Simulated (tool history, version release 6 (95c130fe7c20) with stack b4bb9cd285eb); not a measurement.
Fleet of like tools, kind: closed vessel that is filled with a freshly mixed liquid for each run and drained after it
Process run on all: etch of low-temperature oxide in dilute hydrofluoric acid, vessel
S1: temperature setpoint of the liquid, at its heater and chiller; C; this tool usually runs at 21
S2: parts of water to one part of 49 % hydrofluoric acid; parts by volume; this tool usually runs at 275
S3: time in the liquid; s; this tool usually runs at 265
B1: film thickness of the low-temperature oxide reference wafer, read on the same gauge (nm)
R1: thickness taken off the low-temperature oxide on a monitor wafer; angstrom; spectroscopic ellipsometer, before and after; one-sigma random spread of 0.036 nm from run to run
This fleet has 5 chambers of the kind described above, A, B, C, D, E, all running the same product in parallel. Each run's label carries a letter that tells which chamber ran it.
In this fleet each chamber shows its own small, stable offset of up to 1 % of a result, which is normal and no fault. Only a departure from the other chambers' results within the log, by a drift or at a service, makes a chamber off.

{"run": "1B", "hour": 6.2, "S1": 21, "S2": 275, "S3": 265, "B1": 149.98, "R1": 80.329}
{"run": "2D", "hour": 16.7, "S1": 21, "S2": 275, "S3": 265, "B1": 149.99, "R1": 80.264}
{"hour": 25.0, "done": "chamber C: hydrofluoric acid flow meter replaced"}
{"run": "3A", "hour": 25.7, "S1": 21, "S2": 275, "S3": 265, "B1": 150, "R1": 80.578}
{"run": "4C", "hour": 30.9, "S1": 21, "S2": 275, "S3": 265, "B1": 149.99, "R1": 80.616}
{"run": "5E", "hour": 36.3, "S1": 21, "S2": 145, "S3": 265, "B1": 150.02, "R1": 172.19}
{"run": "6A", "hour": 46.0, "S1": 21, "S2": 145, "S3": 265, "B1": 149.99, "R1": 174.05}
{"run": "7D", "hour": 55.4, "S1": 21, "S2": 145, "S3": 265, "B1": 150, "R1": 177.64}
{"run": "8B", "hour": 63.3, "S1": 21, "S2": 145, "S3": 265, "B1": 150.01, "R1": 174.19}
{"run": "9E", "hour": 73.3, "S1": 21, "S2": 145, "S3": 265, "B1": 149.99, "R1": 170.88}
{"run": "10C", "hour": 79.7, "S1": 21, "S2": 275, "S3": 265, "B1": 150.02, "R1": 81.01}
{"run": "11C", "hour": 86.8, "S1": 21, "S2": 275, "S3": 265, "B1": 150.01, "R1": 80.412}
{"run": "12B", "hour": 96.4, "S1": 21, "S2": 275, "S3": 265, "B1": 150.02, "R1": 79.981}
{"run": "13A", "hour": 102.0, "S1": 21, "S2": 275, "S3": 265, "B1": 150.02, "R1": 80.078}
{"run": "14E", "hour": 112.9, "S1": 21, "S2": 275, "S3": 265, "B1": 149.99, "R1": 80.851}
{"run": "15D", "hour": 118.3, "S1": 21, "S2": 275, "S3": 265, "B1": 150.01, "R1": 80.83}
{"run": "16A", "hour": 125.3, "S1": 21, "S2": 275, "S3": 265, "B1": 150, "R1": 80.447}
{"run": "17D", "hour": 135.8, "S1": 21, "S2": 275, "S3": 265, "B1": 150, "R1": 80.525}
{"run": "18E", "hour": 145.3, "S1": 21, "S2": 275, "S3": 265, "B1": 150.01, "R1": 80.332}
{"run": "19C", "hour": 154.6, "S1": 21, "S2": 275, "S3": 265, "B1": 149.98, "R1": 81.492}
{"run": "20B", "hour": 161.2, "S1": 21, "S2": 275, "S3": 265, "B1": 149.99, "R1": 79.994}
{"run": "21A", "hour": 169.6, "S1": 21, "S2": 275, "S3": 265, "B1": 149.99, "R1": 80.509}
{"run": "22B", "hour": 174.9, "S1": 21, "S2": 275, "S3": 265, "B1": 149.99, "R1": 80.105}
{"run": "23C", "hour": 183.5, "S1": 21, "S2": 275, "S3": 265, "B1": 149.99, "R1": 81.206}
{"run": "24D", "hour": 191.4, "S1": 21, "S2": 275, "S3": 265, "B1": 150, "R1": 80.334}
{"run": "25E", "hour": 199.1, "S1": 21, "S2": 275, "S3": 265, "B1": 150, "R1": 80.21}
{"run": "26C", "hour": 206.4, "S1": 19.5, "S2": 165, "S3": 265, "B1": 150.01, "R1": 142.45}
{"run": "27A", "hour": 216.4, "S1": 19.5, "S2": 165, "S3": 265, "B1": 149.98, "R1": 141.27}
{"run": "28D", "hour": 225.3, "S1": 19.5, "S2": 165, "S3": 265, "B1": 149.99, "R1": 143.4}
{"run": "29B", "hour": 235.7, "S1": 19.5, "S2": 165, "S3": 265, "B1": 149.99, "R1": 140.5}
{"run": "30E", "hour": 242.8, "S1": 19.5, "S2": 165, "S3": 265, "B1": 150, "R1": 139.29}
{"run": "31D", "hour": 253.2, "S1": 21, "S2": 275, "S3": 265, "B1": 149.99, "R1": 80.413}
{"run": "32A", "hour": 260.4, "S1": 21, "S2": 275, "S3": 265, "B1": 149.98, "R1": 79.878}
{"run": "33C", "hour": 267.5, "S1": 21, "S2": 275, "S3": 265, "B1": 150.01, "R1": 82.526}
{"run": "34B", "hour": 275.7, "S1": 21, "S2": 275, "S3": 265, "B1": 149.98, "R1": 79.472}
{"run": "35E", "hour": 285.1, "S1": 21, "S2": 375, "S3": 190, "B1": 150, "R1": 39.037}
{"run": "36B", "hour": 295.7, "S1": 21, "S2": 375, "S3": 190, "B1": 150, "R1": 38.501}

Predict what each chamber gives when all 5 of them run the settings below next.
{"run": "37A", "hour": 303.9, "S1": 21, "S2": 275, "S3": 265, "R1": "?"}
{"run": "37B", "hour": 303.9, "S1": 21, "S2": 275, "S3": 265, "R1": "?"}
{"run": "37C", "hour": 303.9, "S1": 21, "S2": 275, "S3": 265, "R1": "?"}
{"run": "37D", "hour": 303.9, "S1": 21, "S2": 275, "S3": 265, "R1": "?"}
{"run": "37E", "hour": 303.9, "S1": 21, "S2": 275, "S3": 265, "R1": "?"}

run=37A R1=79.709
run=37B R1=80.525
run=37C R1=82.941
run=37D R1=81.007
run=37E R1=80.6
